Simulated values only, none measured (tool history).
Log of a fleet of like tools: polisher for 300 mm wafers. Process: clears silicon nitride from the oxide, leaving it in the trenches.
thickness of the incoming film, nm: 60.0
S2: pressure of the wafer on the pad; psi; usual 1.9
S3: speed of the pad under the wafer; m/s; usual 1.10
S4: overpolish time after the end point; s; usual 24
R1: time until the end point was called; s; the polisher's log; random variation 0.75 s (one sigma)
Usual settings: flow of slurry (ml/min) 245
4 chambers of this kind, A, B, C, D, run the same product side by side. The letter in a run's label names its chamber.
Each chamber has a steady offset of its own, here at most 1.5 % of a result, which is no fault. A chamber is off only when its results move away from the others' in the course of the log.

{"hour": 7.4, "done": "chamber D: worn pad replaced by a new one"}
{"run": "1C", "hour": 7.8, "flow of slurry (ml/min)": 245, "S2": 1.9, "S3": 1.1, "S4": 24, "R1": 85.407}
{"run": "2A", "hour": 19.2, "flow of slurry (ml/min)": 245, "S2": 1.9, "S3": 1.1, "S4": 24, "R1": 86.048}
{"run": "3B", "hour": 25.1, "flow of slurry (ml/min)": 245, "S2": 1.9, "S3": 1.1, "S4": 24, "R1": 85.559}
{"run": "4D", "hour": 35.2, "flow of slurry (ml/min)": 245, "S2": 1.9, "S3": 1.1, "S4": 24, "R1": 84.425}
{"run": "5D", "hour": 46.9, "flow of slurry (ml/min)": 245, "S2": 1.9, "S3": 1.1, "S4": 24, "R1": 85.674}
{"run": "6C", "hour": 58.7, "flow of slurry (ml/min)": 245, "S2": 1.9, "S3": 1.1, "S4": 24, "R1": 87.246}
{"run": "7B", "hour": 69.4, "flow of slurry (ml/min)": 245, "S2": 1.9, "S3": 1.1, "S4": 24, "R1": 84.485}
{"run": "8A", "hour": 76.9, "flow of slurry (ml/min)": 245, "S2": 1.9, "S3": 1.1, "S4": 24, "R1": 84.37}
{"run": "9D", "hour": 84.5, "flow of slurry (ml/min)": 245, "S2": 1.9, "S3": 1.1, "S4": 24, "R1": 84.288}
{"run": "10C", "hour": 94.5, "flow of slurry (ml/min)": 245, "S2": 1.9, "S3": 1.1, "S4": 24, "R1": 85.018}
{"run": "11B", "hour": 105.1, "flow of slurry (ml/min)": 245, "S2": 1.9, "S3": 1.1, "S4": 24, "R1": 85.462}
{"run": "12A", "hour": 112.0, "flow of slurry (ml/min)": 245, "S2": 1.9, "S3": 1.1, "S4": 24, "R1": 85.627}
{"run": "13A", "hour": 119.2, "flow of slurry (ml/min)": 245, "S2": 1.9, "S3": 1.1, "S4": 24, "R1": 84.075}
{"run": "14B", "hour": 127.6, "flow of slurry (ml/min)": 245, "S2": 1.9, "S3": 1.1, "S4": 24, "R1": 87.745}
{"hour": 132.6, "done": "chamber C: worn pad replaced by a new one"}
{"run": "15D", "hour": 132.7, "flow of slurry (ml/min)": 325, "S2": 1.9, "S3": 1.28, "S4": 24, "R1": 70.324}
{"run": "16C", "hour": 143.4, "flow of slurry (ml/min)": 325, "S2": 1.9, "S3": 1.28, "S4": 24, "R1": 71.919}
{"run": "17D", "hour": 154.1, "flow of slurry (ml/min)": 325, "S2": 1.9, "S3": 1.28, "S4": 24, "R1": 71.525}
{"hour": 156.4, "done": "chamber C: slurry nozzle cleaned"}
{"run": "18B", "hour": 159.7, "flow of slurry (ml/min)": 325, "S2": 1.9, "S3": 1.28, "S4": 24, "R1": 73.929}
{"run": "19C", "hour": 171.2, "flow of slurry (ml/min)": 245, "S2": 1.9, "S3": 1.1, "S4": 24, "R1": 84.568}
{"hour": 176.0, "done": "chamber A: worn pad replaced by a new one"}
{"run": "20A", "hour": 182.5, "flow of slurry (ml/min)": 245, "S2": 1.9, "S3": 1.1, "S4": 24, "R1": 86.237}
{"hour": 183.0, "done": "chamber D: worn pad replaced by a new one"}
{"hour": 185.6, "done": "chamber C: head pressure recalibrated"}
{"run": "21D", "hour": 187.6, "flow of slurry (ml/min)": 245, "S2": 1.9, "S3": 1.1, "S4": 24, "R1": 83.814}
{"run": "22A", "hour": 196.6, "flow of slurry (ml/min)": 245, "S2": 1.9, "S3": 1.1, "S4": 24, "R1": 85.378}
{"hour": 202.2, "done": "chamber B: slurry nozzle cleaned"}
{"run": "23C", "hour": 203.2, "flow of slurry (ml/min)": 245, "S2": 1.9, "S3": 1.1, "S4": 24, "R1": 86.143}
{"run": "24B", "hour": 212.7, "flow of slurry (ml/min)": 245, "S2": 1.9, "S3": 1.1, "S4": 24, "R1": 90.299}
{"run": "25B", "hour": 224.5, "flow of slurry (ml/min)": 245, "S2": 1.9, "S3": 1.1, "S4": 24, "R1": 91.431}

All 4 chambers run these settings next. Forecast each chamber's results:
{"run": "26A", "hour": 232.9, "flow of slurry (ml/min)": 245, "S2": 1.9, "S3": 1.1, "S4": 24, "R1": "?"}
{"run": "26B", "hour": 232.9, "flow of slurry (ml/min)": 245, "S2": 1.9, "S3": 1.1, "S4": 24, "R1": "?"}
{"run": "26C", "hour": 232.9, "flow of slurry (ml/min)": 245, "S2": 1.9, "S3": 1.1, "S4": 24, "R1": "?"}
{"run": "26D", "hour": 232.9, "flow of slurry (ml/min)": 245, "S2": 1.9, "S3": 1.1, "S4": 24, "R1": "?"}

run=26A R1=84.272
run=26B R1=91.906
run=26C R1=85.927
run=26D R1=85.091
